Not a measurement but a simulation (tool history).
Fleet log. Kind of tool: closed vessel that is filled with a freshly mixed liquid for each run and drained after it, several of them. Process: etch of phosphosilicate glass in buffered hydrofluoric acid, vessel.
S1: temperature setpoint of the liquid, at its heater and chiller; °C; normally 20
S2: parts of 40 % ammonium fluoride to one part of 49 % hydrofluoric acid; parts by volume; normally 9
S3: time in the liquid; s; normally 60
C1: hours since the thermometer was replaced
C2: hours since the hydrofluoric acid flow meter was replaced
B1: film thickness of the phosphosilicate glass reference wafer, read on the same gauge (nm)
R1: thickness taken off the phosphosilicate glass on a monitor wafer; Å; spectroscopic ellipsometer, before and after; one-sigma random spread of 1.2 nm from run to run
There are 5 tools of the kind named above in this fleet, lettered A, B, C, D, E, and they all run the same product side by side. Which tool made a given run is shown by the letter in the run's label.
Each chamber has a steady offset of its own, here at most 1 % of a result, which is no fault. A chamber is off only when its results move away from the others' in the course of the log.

Run 1B, hour 6.6: usual settings; C1 753.7; C2 387.9; B1 30. Result: R1 3894.6 Å.
Run 2A, hour 13.2: usual settings; C1 1413.6; C2 520.2; B1 30.017. Result: R1 3908.5 Å.
Run 3E, hour 19.7: usual settings; C1 394.5; C2 1573.9; B1 30.002. Result: R1 3883.5 Å.
Run 4D, hour 23.4: usual settings; C1 121.7; C2 928.5; B1 29.978. Result: R1 3861.5 Å.
Run 5C, hour 31.2: usual settings; C1 957.8; C2 904.3; B1 30.032. Result: R1 3864.5 Å.
Run 6D, hour 35: usual settings; C1 133.3; C2 940.1; B1 30.01. Result: R1 3874.8 Å.
Run 7C, hour 41.1: usual settings; C1 967.7; C2 914.2; B1 30.019. Result: R1 3879.7 Å.
Run 8B, hour 46.8: usual settings; C1 793.9; C2 428.1; B1 30.012. Result: R1 3905.3 Å.
Run 9A, hour 51.4: usual settings; C1 1451.8; C2 558.4; B1 30.013. Result: R1 3907.4 Å.
Run 10E, hour 59.1: usual settings; C1 433.9; C2 1613.3; B1 30.007. Result: R1 3909.8 Å.
Run 11D, hour 64.5: usual settings but S2 6.5 parts by volume, S3 75 s; C1 162.8; C2 969.6; B1 30.002. Result: R1 6774.8 Å.
Run 12C, hour 69.3: usual settings but S2 6.5 parts by volume, S3 75 s; C1 995.9; C2 942.4; B1 30.007. Result: R1 6793.7 Å.
Run 13A, hour 77.3: usual settings but S2 6.5 parts by volume, S3 75 s; C1 1477.7; C2 584.3; B1 29.984. Result: R1 6776.4 Å.
Run 14E, hour 81.3: usual settings but S2 6.5 parts by volume, S3 75 s; C1 456.1; C2 1635.5; B1 30.014. Result: R1 6794.9 Å.
Run 15B, hour 87.9: usual settings but S2 6.5 parts by volume, S3 75 s; C1 835; C2 469.2; B1 30.026. Result: R1 6752.9 Å.
Run 16B, hour 91.7: usual settings; C1 838.8; C2 473; B1 30.017. Result: R1 3870.9 Å.
Run 17E, hour 97.2: usual settings; C1 472; C2 1651.4; B1 29.982. Result: R1 3903.6 Å.
Run 18D, hour 104.7: usual settings; C1 203; C2 1009.8; B1 30.021. Result: R1 3868 Å.
Run 19C, hour 110.3: usual settings; C1 1036.9; C2 983.4; B1 29.973. Result: R1 3864.5 Å.
Run 20A, hour 115.8: usual settings; C1 1516.2; C2 622.8; B1 30.002. Result: R1 3902.2 Å.
Run 21B, hour 122.5: usual settings; C1 869.6; C2 503.8; B1 29.98. Result: R1 3858.3 Å.
Run 22A, hour 130.1: usual settings; C1 1530.5; C2 637.1; B1 30.041. Result: R1 3904.3 Å.
Run 23E, hour 134.5: usual settings but S1 22 °C; C1 509.3; C2 1688.7; B1 30.003. Result: R1 4332.5 Å.
Run 24C, hour 138.9: usual settings but S1 22 °C; C1 1065.5; C2 1012; B1 29.995. Result: R1 4344.3 Å.
Run 25D, hour 146.6: usual settings but S1 22 °C; C1 244.9; C2 1051.7; B1 30.007. Result: R1 4320.4 Å.
Run 26E, hour 153.3: usual settings but S1 22 °C; C1 528.1; C2 1707.5; B1 30.009. Result: R1 4360.7 Å.
Run 27D, hour 159.5: usual settings but S1 22 °C; C1 257.8; C2 1064.6; B1 30.018. Result: R1 4325.5 Å.
Run 28C, hour 163.3: usual settings but S2 7.5 parts by volume, S3 35 s; C1 1089.9; C2 1036.4; B1 30.015. Result: R1 2736.6 Å.
Run 29B, hour 170.3: usual settings but S2 7.5 parts by volume, S3 35 s; C1 917.4; C2 551.6; B1 29.985. Result: R1 2632.7 Å.
Run 30A, hour 175.5: usual settings but S2 7.5 parts by volume, S3 35 s; C1 1575.9; C2 682.5; B1 30.039. Result: R1 2769 Å.
Run 31C, hour 181: usual settings but S2 7.5 parts by volume, S3 35 s; C1 1107.6; C2 1054.1; B1 30.036. Result: R1 2750.2 Å.
Run 32E, hour 184.8: usual settings but S2 7.5 parts by volume, S3 35 s; C1 559.6; C2 1739; B1 30.004. Result: R1 2760.3 Å.
Run 33B, hour 192.4: usual settings but S3 85 s; C1 939.5; C2 573.7; B1 29.978. Result: R1 5353.5 Å.
Run 34A, hour 197.3: usual settings but S3 85 s; C1 1597.7; C2 704.3; B1 29.984. Result: R1 5512.1 Å.
Run 35D, hour 202.9: usual settings but S3 85 s; C1 301.2; C2 1108; B1 30. Result: R1 5496.4 Å.

Read the log: is a single chamber off, either drifting away or since a service, is the gauge that measures every chamber drifting, or is nothing wrong beyond small per-chamber offsets? Name any odd chamber and what most likely caused it.

Little by little, chamber B moves away from the other chambers.
What lies behind it: hydrofluoric acid flow below the setpoint (%) = 5.75.
The log might look much the same if the cause were instead: liquid colder than its thermometer reads (K).

Which of the 4 candidates below, each the usual settings with something changed and its results left as question marks, puts chamber B back in line with what the other chambers give on the usual settings?
Maximum distance from the other chambers' mean on the usual settings for a result to count as in line: R1 43 Å
Run 36B-1, hour 208.9: usual settings but S2 8.5 parts by volume. Result: R1 ?.
Run 36B-2, hour 208.9: usual settings but S1 19.5 °C. Result: R1 ?.
Run 36B-3, hour 208.9: usual settings but S1 20.5 °C, S2 8.5 parts by volume. Result: R1 ?.
Run 36B-4, hour 208.9: usual settings but S1 19.5 °C, S2 9.5 parts by volume. Result: R1 ?.

What the other chambers average on the usual settings: R1 3880 Å
  run      R1
36B-1  3892.5
36B-2  3652.1
36B-3    4005
36B-4    3521
The answer is 36B-1, which returns the chamber to within the allowed miss of the others.
